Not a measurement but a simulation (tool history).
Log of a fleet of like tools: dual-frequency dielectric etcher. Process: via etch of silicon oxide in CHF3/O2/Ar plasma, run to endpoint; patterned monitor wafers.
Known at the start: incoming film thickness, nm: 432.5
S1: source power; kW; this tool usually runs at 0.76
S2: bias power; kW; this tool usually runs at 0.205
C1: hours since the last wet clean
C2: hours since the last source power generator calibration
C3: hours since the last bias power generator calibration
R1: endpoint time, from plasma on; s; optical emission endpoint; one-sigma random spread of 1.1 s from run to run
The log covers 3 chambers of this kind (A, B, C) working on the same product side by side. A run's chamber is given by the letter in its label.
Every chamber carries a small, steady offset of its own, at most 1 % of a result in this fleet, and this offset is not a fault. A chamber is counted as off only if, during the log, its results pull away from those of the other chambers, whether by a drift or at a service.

Run 1A, day 0.658: usual settings; C1 465.1; C2 786; C3 602. Result: R1 190.15 s.
Run 2C, day 1.071: usual settings; C1 389.3; C2 3105; C3 2511. Result: R1 191.07 s.
Run 3B, day 1.725: usual settings; C1 153.5; C2 3326.5; C3 751.1. Result: R1 193.48 s.
Run 4C, day 2.288: usual settings; C1 418.5; C2 3134.2; C3 2540.2. Result: R1 190.19 s.
Run 5B, day 2.583: usual settings; C1 174.1; C2 3347.1; C3 771.7. Result: R1 191.87 s.
Run 6A, day 3.221: usual settings; C1 526.6; C2 847.5; C3 663.5. Result: R1 189.47 s.
At day 3.454: chamber A: wet clean of the chamber.
Run 7A, day 3.575: usual settings; C1 2.9; C2 856; C3 672. Result: R1 190.69 s.
Run 8C, day 3.904: usual settings; C1 457.3; C2 3173; C3 2579. Result: R1 190.94 s.
Run 9B, day 4.471: usual settings but S2 0.169 kW; C1 219.4; C2 3392.4; C3 817. Result: R1 204.39 s.
Run 10A, day 4.896: usual settings but S2 0.169 kW; C1 34.6; C2 887.7; C3 703.7. Result: R1 203.52 s.
Run 11C, day 5.204: usual settings but S2 0.169 kW; C1 488.5; C2 3204.2; C3 2610.2. Result: R1 204.07 s.
At day 5.738: chamber B: source power generator calibrated.
Run 12B, day 5.812: usual settings; C1 251.6; C2 1.9; C3 849.2. Result: R1 193.42 s.
Run 13C, day 6.204: usual settings but S1 0.82 kW, S2 0.16 kW; C1 512.5; C2 3228.2; C3 2634.2. Result: R1 199.89 s.
Run 14A, day 6.667: usual settings but S1 0.82 kW, S2 0.16 kW; C1 77.1; C2 930.2; C3 746.2. Result: R1 201.55 s.
Run 15B, day 7.029: usual settings but S1 0.82 kW, S2 0.16 kW; C1 280.8; C2 31.1; C3 878.4. Result: R1 202.59 s.
Run 16B, day 7.4: usual settings but S1 0.68 kW, S2 0.233 kW; C1 289.7; C2 40; C3 887.3. Result: R1 192.66 s.
Run 17C, day 8.054: usual settings but S1 0.68 kW, S2 0.233 kW; C1 556.9; C2 3272.6; C3 2678.6. Result: R1 190.67 s.
Run 18A, day 8.692: usual settings but S1 0.68 kW, S2 0.233 kW; C1 125.7; C2 978.8; C3 794.8. Result: R1 189.82 s.
Run 19C, day 9.088: usual settings; C1 581.7; C2 3297.4; C3 2703.4. Result: R1 190.18 s.
Run 20A, day 9.433: usual settings; C1 143.5; C2 996.6; C3 812.6. Result: R1 192.3 s.
At day 9.888: chamber C: wet clean of the chamber.
Run 21B, day 9.988: usual settings; C1 351.8; C2 102.1; C3 949.4. Result: R1 194.11 s.
Run 22C, day 10.429: usual settings; C1 13.1; C2 3329.6; C3 2735.6. Result: R1 189.74 s.
Run 23A, day 10.8: usual settings; C1 176.3; C2 1029.4; C3 845.4. Result: R1 190.71 s.
Run 24B, day 11.438: usual settings; C1 386.6; C2 136.9; C3 984.2. Result: R1 193.87 s.
Run 25B, day 11.879: usual settings; C1 397.2; C2 147.5; C3 994.8. Result: R1 193.54 s.
Run 26C, day 12.292: usual settings but S2 0.23 kW; C1 57.8; C2 3374.3; C3 2780.3. Result: R1 181.6 s.
At day 12.692: chamber B: wet clean of the chamber.
Run 27A, day 12.788: usual settings but S2 0.23 kW; C1 224; C2 1077.1; C3 893.1. Result: R1 183.59 s.
Run 28A, day 13.088: usual settings but S2 0.23 kW; C1 231.2; C2 1084.3; C3 900.3. Result: R1 181.69 s.
Run 29B, day 13.483: usual settings; C1 19.1; C2 186; C3 1033.3. Result: R1 194.72 s.
Run 30C, day 14.008: usual settings; C1 99; C2 3415.5; C3 2821.5. Result: R1 189.57 s.
Run 31C, day 14.421: usual settings; C1 108.9; C2 3425.4; C3 2831.4. Result: R1 189.18 s.
Run 32B, day 14.929: usual settings but S1 0.86 kW; C1 53.8; C2 220.7; C3 1068. Result: R1 183.3 s.
Run 33A, day 15.596: usual settings but S1 0.86 kW; C1 291.4; C2 1144.5; C3 960.5. Result: R1 184.37 s.
Run 34A, day 16.092: usual settings but S1 0.86 kW; C1 303.3; C2 1156.4; C3 972.4. Result: R1 178.61 s.
Run 35C, day 16.704: usual settings; C1 163.7; C2 3480.2; C3 2886.2. Result: R1 190.92 s.
Run 36B, day 17.333: usual settings but S1 0.62 kW, S2 0.25 kW; C1 111.5; C2 278.4; C3 1125.7. Result: R1 193.63 s.
Run 37B, day 17.779: usual settings but S1 0.62 kW, S2 0.25 kW; C1 122.2; C2 289.1; C3 1136.4. Result: R1 194.08 s.
Run 38A, day 18.333: usual settings but S1 0.62 kW, S2 0.25 kW; C1 357.1; C2 1210.2; C3 1026.2. Result: R1 191.29 s.
Run 39C, day 18.979: usual settings but S1 0.84 kW; C1 218.3; C2 3534.8; C3 2940.8. Result: R1 182.93 s.
Run 40C, day 19.308: usual settings but S1 0.84 kW; C1 226.2; C2 3542.7; C3 2948.7. Result: R1 181.46 s.
Run 41B, day 19.692: usual settings but S1 0.84 kW; C1 168.1; C2 335; C3 1182.3. Result: R1 187.11 s.
Run 42A, day 20.208: usual settings; C1 402.1; C2 1255.2; C3 1071.2. Result: R1 190.57 s.
Run 43A, day 20.858: usual settings but S2 0.18 kW; C1 417.7; C2 1270.8; C3 1086.8. Result: R1 198.19 s.
Run 44B, day 21.238: usual settings but S2 0.18 kW; C1 205.2; C2 372.1; C3 1219.4. Result: R1 202.8 s.

For the next run the whole fleet of 3 chambers uses the same settings. Give each chamber's results:
Run 45A, day 21.725: usual settings. Result: R1 ?.
Run 45B, day 21.725: usual settings. Result: R1 ?.
Run 45C, day 21.725: usual settings. Result: R1 ?.

run      R1
45A  189.61
45B  193.25
45C  190.66
